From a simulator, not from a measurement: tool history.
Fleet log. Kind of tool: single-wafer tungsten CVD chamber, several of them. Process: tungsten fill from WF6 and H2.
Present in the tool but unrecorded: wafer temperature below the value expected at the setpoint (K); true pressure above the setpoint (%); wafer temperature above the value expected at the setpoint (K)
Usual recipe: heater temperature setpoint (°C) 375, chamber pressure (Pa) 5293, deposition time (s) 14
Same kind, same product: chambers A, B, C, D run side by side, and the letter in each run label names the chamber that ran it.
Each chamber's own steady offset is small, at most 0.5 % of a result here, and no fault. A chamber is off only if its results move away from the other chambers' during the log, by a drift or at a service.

run   hour  heater temperature setpoint (°C)  chamber pressure (Pa)  deposition time (s)  hours since the last thermocouple change  hours since the last manometer calibration  read-back reference wafer on the same gauge, thickness_nm  mean film thickness on the monitor wafer (angstrom)
 1A    3.7                               375                   5293                   14                                     652.5                                       602.5                                                     26.709                                               282.88
 2B    8.5                               375                   5293                   14                                    1019.5                                      1477.1                                                      26.72                                               288.16
 3D   12.1                               375                   5293                   14                                    1086.1                                       954.8                                                     26.714                                               284.51
 4C   18.8                               375                   5293                   14                                     106.2                                      2637.6                                                     26.708                                               281.56
 5D   24.3                               375                   5293                   14                                    1098.3                                         967                                                     26.739                                               283.19
 6B   29.9                               375                   5293                   14                                    1040.9                                      1498.5                                                     26.716                                               285.54
 7A   37.6                               375                   5293                   14                                     686.4                                       636.4                                                     26.719                                               282.04
 8C   42.1                               375                   5293                   14                                     129.5                                      2660.9                                                     26.708                                               283.69
 9D   48.2                               375                   5293                   14                                    1122.2                                       990.9                                                     26.676                                               285.13
10C     53                               375                   5293                   14                                     140.4                                      2671.8                                                     26.695                                               283.04
11B     58                               375                   5293                   14                                      1069                                      1526.6                                                     26.684                                               285.52
12A   62.6                               375                   5293                   14                                     711.4                                       661.4                                                     26.717                                               282.19
13A   68.9                               375                   5293                   14                                     717.7                                       667.7                                                      26.68                                               281.72
14D   73.9                               375                   5293                   14                                    1147.9                                      1016.6                                                     26.683                                               283.81
15C   80.6                               375                   5293                   14                                       168                                      2699.4                                                     26.679                                               281.23
16B   85.3                               375                   5293                   14                                    1096.3                                      1553.9                                                      26.69                                               285.31
17C   90.3                               375                   5293                   14                                     177.7                                      2709.1                                                     26.686                                               284.43
18A   97.4                               375                   5293                   14                                     746.2                                       696.2                                                     26.674                                               278.38
19D  101.7                               375                   6266                 16.1                                    1175.7                                      1044.4                                                     26.694                                               354.69
20B  107.1                               375                   6266                 16.1                                    1118.1                                      1575.7                                                     26.672                                               353.07
21B  113.5                               375                   6266                 16.1                                    1124.5                                      1582.1                                                     26.714                                               354.42
22D  116.8                               375                   6266                 16.1                                    1190.8                                      1059.5                                                     26.711                                               353.14
23A  121.4                               375                   5293                   14                                     770.2                                       720.2                                                     26.708                                               278.39
24C  126.8                               375                   5293                   14                                     214.2                                      2745.6                                                     26.702                                               282.06
25C  134.6                               375                   5293                   14                                       222                                      2753.4                                                     26.685                                               284.51
26D  141.8                               375                   5293                   14                                    1215.8                                      1084.5                                                     26.691                                                286.9
27A  148.9                               375                   5293                   14                                     797.7                                       747.7                                                     26.733                                                279.9
28B  154.1                               375                   5293                   14                                    1165.1                                      1622.7                                                     26.699                                               286.08
29A  158.5                               375                   5293                   14                                     807.3                                       757.3                                                       26.7                                               277.07
30B    164                               375                   5293                   14                                      1175                                      1632.6                                                     26.683                                               286.29
     165.5  -- chamber C: capacitance manometer re-zeroed and calibrated
31D    169                               375                   5293                   14                                      1243                                      1111.7                                                     26.667                                               285.65
32C  174.9                               375                   5293                   14                                     262.3                                         9.4                                                     26.661                                               282.89
33D  182.1                               375                   5293                   14                                    1256.1                                      1124.8                                                     26.698                                               284.17
34A  189.6                               375                   5293                   14                                     838.4                                       788.4                                                     26.705                                               275.49
35C  196.2                               375                   5293                   14                                     283.6                                        30.7                                                     26.723                                               283.14
36B    201                               375                   5293                   14                                      1212                                      1669.6                                                     26.716                                               284.61
37C  205.5                               375                   5293                   14                                     292.9                                          40                                                      26.74                                               282.45
38D  212.2                               375                   5293                   14                                    1286.2                                      1154.9                                                     26.663                                               284.78
39B  219.2                               375                   5293                 13.1                                    1230.2                                      1687.8                                                     26.711                                               267.16
40A  226.3                               375                   5293                 13.1                                     875.1                                       825.1                                                     26.718                                               257.15
41A  233.3                               375                   5293                 13.1                                     882.1                                       832.1                                                     26.706                                               257.63
42B    239                               375                   5293                 13.1                                      1250                                      1707.6                                                     26.701                                               267.38
43D  243.4                               375                   5293                   14                                    1317.4                                      1186.1                                                     26.709                                               285.57
44C  249.9                               375                   5293                   14                                     337.3                                        84.4                                                     26.725                                               282.81

Has any chamber moved away from the others, gradually or after a service, or does the common gauge drift, or do the chambers differ only by their own small steady offsets? State the chamber and the most likely cause if one applies.

One chamber, A, drifts off from the rest bit by bit.
What lies behind it: wafer temperature below the value expected at the setpoint (K) = 1.68.
With only this log, it may be confused with: true pressure below the setpoint (%).

Chamber A could run next with any of the 4 candidate recipes listed below; each alters the usual settings, and their results appear as question marks. Which one brings its results back in line with what the other chambers deliver on the usual settings?
A result is in line if it is within this distance of the other chambers' mean on the usual settings: mean film thickness on the monitor wafer (angstrom) 4.1
45A-1  255.4                               375                   6333                   14                                                                                                                                                                                                     ?
45A-2  255.4                               375                   4453                   14                                                                                                                                                                                                     ?
45A-3  255.4                               375                   5293                 13.5                                                                                                                                                                                                     ?
45A-4  255.4                               375                   5293                 14.5                                                                                                                                                                                                     ?

On the usual settings, the other chambers give on average: mean film thickness on the monitor wafer (angstrom) 284.33
  run  mean film thickness on the monitor wafer (angstrom)
45A-1                                               296.87
45A-2                                               252.16
45A-3                                               263.61
45A-4                                               283.22
It is 45A-4 that realigns the chamber with its peers.

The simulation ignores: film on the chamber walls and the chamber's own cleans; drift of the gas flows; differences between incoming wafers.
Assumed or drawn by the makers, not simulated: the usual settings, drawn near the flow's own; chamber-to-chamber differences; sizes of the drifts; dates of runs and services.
